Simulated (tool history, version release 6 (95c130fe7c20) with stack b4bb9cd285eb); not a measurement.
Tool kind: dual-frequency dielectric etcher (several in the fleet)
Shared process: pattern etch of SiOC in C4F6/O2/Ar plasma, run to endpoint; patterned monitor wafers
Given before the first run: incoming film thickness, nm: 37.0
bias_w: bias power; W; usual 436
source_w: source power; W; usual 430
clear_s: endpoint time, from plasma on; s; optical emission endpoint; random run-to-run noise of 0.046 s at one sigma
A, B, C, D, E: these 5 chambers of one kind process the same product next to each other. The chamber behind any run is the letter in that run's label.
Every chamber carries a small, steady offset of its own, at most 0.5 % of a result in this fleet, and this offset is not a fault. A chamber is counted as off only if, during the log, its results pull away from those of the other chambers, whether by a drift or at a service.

run,hour,bias_w,source_w,hours since the last wet clean,hours since the last bias power generator calibration,hours since the last source power generator calibration,clear_s
1C,5.8,436,430,245.9,1320.1,164.7,12.748
2A,13.0,436,430,238.9,462.8,1430.9,12.760
3D,21.6,436,430,29.9,162.2,1131.8,12.737
4E,25.7,436,430,314.6,175.1,117.5,12.737
5B,32.6,436,430,377.3,738.5,970.9,12.791
6E,38.4,436,430,327.3,187.8,130.2,12.709
# hour 43.4: chamber E: wet clean of the chamber
7D,45.5,436,430,53.8,186.1,1155.7,12.825
8B,51.9,436,430,396.6,757.8,990.2,12.759
9C,58.3,436,430,298.4,1372.6,217.2,12.712
10A,62.6,491,320,288.5,512.4,1480.5,13.515
11D,68.2,491,320,76.5,208.8,1178.4,13.591
12A,75.0,491,320,300.9,524.8,1492.9,13.553
13E,82.7,491,320,39.3,232.1,174.5,13.487
14C,87.4,491,320,327.5,1401.7,246.3,13.572
15B,92.9,436,430,437.6,798.8,1031.2,12.955
16D,96.7,436,430,105.0,237.3,1206.9,12.780
17B,103.5,338,470,448.2,809.4,1041.8,13.768
18A,109.0,338,470,334.9,558.8,1526.9,13.433
19E,113.7,338,470,70.3,263.1,205.5,13.522
20C,117.8,338,470,357.9,1432.1,276.7,13.506
21C,123.1,338,470,363.2,1437.4,282.0,13.462
22E,131.4,436,470,88.0,280.8,223.2,12.288
23A,136.0,436,470,361.9,585.8,1553.9,12.340
24D,139.7,436,470,148.0,280.3,1249.9,12.266
25B,143.5,436,470,488.2,849.4,1081.8,12.644
26B,151.0,436,470,495.7,856.9,1089.3,12.637
27D,158.5,436,430,166.8,299.1,1268.7,12.709
28C,166.2,436,430,406.3,1480.5,325.1,12.675
29E,170.4,436,430,127.0,319.8,262.2,12.664
30A,176.9,436,430,402.8,626.7,1594.8,12.627
31A,184.8,436,430,410.7,634.6,1602.7,12.758
32E,193.2,436,430,149.8,342.6,285.0,12.679

Predict what each chamber gives when all 5 of them run the settings below next.
33A,199.4,436,430,,,,?
33B,199.4,436,430,,,,?
33C,199.4,436,430,,,,?
33D,199.4,436,430,,,,?
33E,199.4,436,430,,,,?

run,clear_s
33A,12.761
33B,13.212
33C,12.742
33D,12.728
33E,12.740

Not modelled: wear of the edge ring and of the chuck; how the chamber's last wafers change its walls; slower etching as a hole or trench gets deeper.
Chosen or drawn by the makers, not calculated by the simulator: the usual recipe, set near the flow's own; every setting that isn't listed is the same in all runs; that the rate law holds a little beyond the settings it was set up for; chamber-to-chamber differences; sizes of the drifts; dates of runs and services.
